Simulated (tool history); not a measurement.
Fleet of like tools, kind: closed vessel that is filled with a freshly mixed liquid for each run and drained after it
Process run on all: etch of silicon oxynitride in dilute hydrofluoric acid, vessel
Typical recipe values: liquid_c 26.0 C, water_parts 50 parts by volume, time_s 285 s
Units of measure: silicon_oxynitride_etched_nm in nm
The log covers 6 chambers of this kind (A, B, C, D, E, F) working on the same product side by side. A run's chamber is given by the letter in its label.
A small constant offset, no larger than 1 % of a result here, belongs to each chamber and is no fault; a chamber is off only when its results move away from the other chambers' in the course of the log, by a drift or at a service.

run     day  liquid_c  water_parts  time_s  read-back film thickness of the silicon oxynitride reference wafer, read on the same gauge (nm)  silicon_oxynitride_etched_nm
 1D   0.379      26.0           50     285                                                                                           110.00                        27.543
 2F   0.617      26.0           50     285                                                                                           110.01                        27.294
 3E   0.917      26.0           50     285                                                                                           109.99                        27.660
 4C   1.350      26.0           50     285                                                                                           109.98                        27.299
 5A   1.725      26.0           50     285                                                                                           110.00                        27.440
 6B   2.104      26.0           50     285                                                                                           110.04                        27.507
 7C   2.421      26.0           50     285                                                                                           109.97                        27.214
 8A   2.650      26.0           50     285                                                                                           110.04                        27.499
 9F   2.846      26.0           50     285                                                                                           109.97                        27.180
10B   3.054      26.0           50     285                                                                                           110.02                        27.546
11D   3.429      26.0           50     285                                                                                           110.00                        27.354
12E   3.733      26.0           50     285                                                                                           110.01                        27.662
13B   3.946      26.0           50     285                                                                                           110.00                        27.719
14C   4.325      26.0           50     285                                                                                           109.96                        27.294
15D   4.708      26.0           50     285                                                                                           110.03                        27.739
16F   5.038      21.5           50     405                                                                                           110.05                        31.209
17A   5.379      21.5           50     405                                                                                           110.00                        31.329
18E   5.721      21.5           50     405                                                                                           110.01                        31.467
19C   6.025      21.5           50     405                                                                                           109.98                        31.122
20B   6.354      21.5           50     405                                                                                           110.04                        31.193
21D   6.588      21.5           50     405                                                                                           110.00                        31.447
22F   6.962      26.0           50     285                                                                                           109.99                        27.325
23A   7.312      26.0           50     285                                                                                           110.01                        27.674
24E   7.567      26.0           50     285                                                                                           109.97                        27.574
25A   7.858      26.0           50     285                                                                                           110.01                        27.763
26D   8.067      26.0           50     285                                                                                           110.04                        27.622
27F   8.479      26.0           50     285                                                                                           109.98                        27.459
28C   8.679      27.5           50     170                                                                                           110.00                        17.632
29B   8.875      27.5           50     170                                                                                           110.04                        17.805
30E   9.296      27.5           50     170                                                                                           110.00                        17.658
31A   9.617      27.5           50     170                                                                                           110.01                        17.707
32B   9.812      27.5           50     170                                                                                           110.02                        17.625
33F  10.208      27.5           50     170                                                                                           109.98                        17.592
34D  10.604      26.0           50     285                                                                                           109.97                        27.744
35E  10.929      26.0           50     285                                                                                           110.02                        27.517
36C  11.225      26.0           50     285                                                                                           109.99                        27.430
     11.558  -- chamber B: thermometer replaced
37A  11.558      23.5           75     285                                                                                           109.99                        16.075
38B  11.817      23.5           75     285                                                                                           110.02                        15.882
     11.950  -- chamber F: hydrofluoric acid flow meter replaced
39D  12.150      23.5           75     285                                                                                           110.03                        15.942
40C  12.517      23.5           75     285                                                                                           110.00                        15.705
41E  12.788      23.5           75     285                                                                                           110.03                        15.968
42F  13.175      23.5           75     285                                                                                           110.00                        15.895
43D  13.450      29.5           50     285                                                                                           109.98                        32.858
44A  13.792      29.5           50     285                                                                                           109.97                        32.653

Does one chamber stand apart from the rest, does the shared gauge drift, or is all well apart from small per-chamber offsets? Give the chamber and the most likely cause, where there is one.

Neither any chamber nor the gauge drifts; the chambers differ only by their own small, steady offsets.
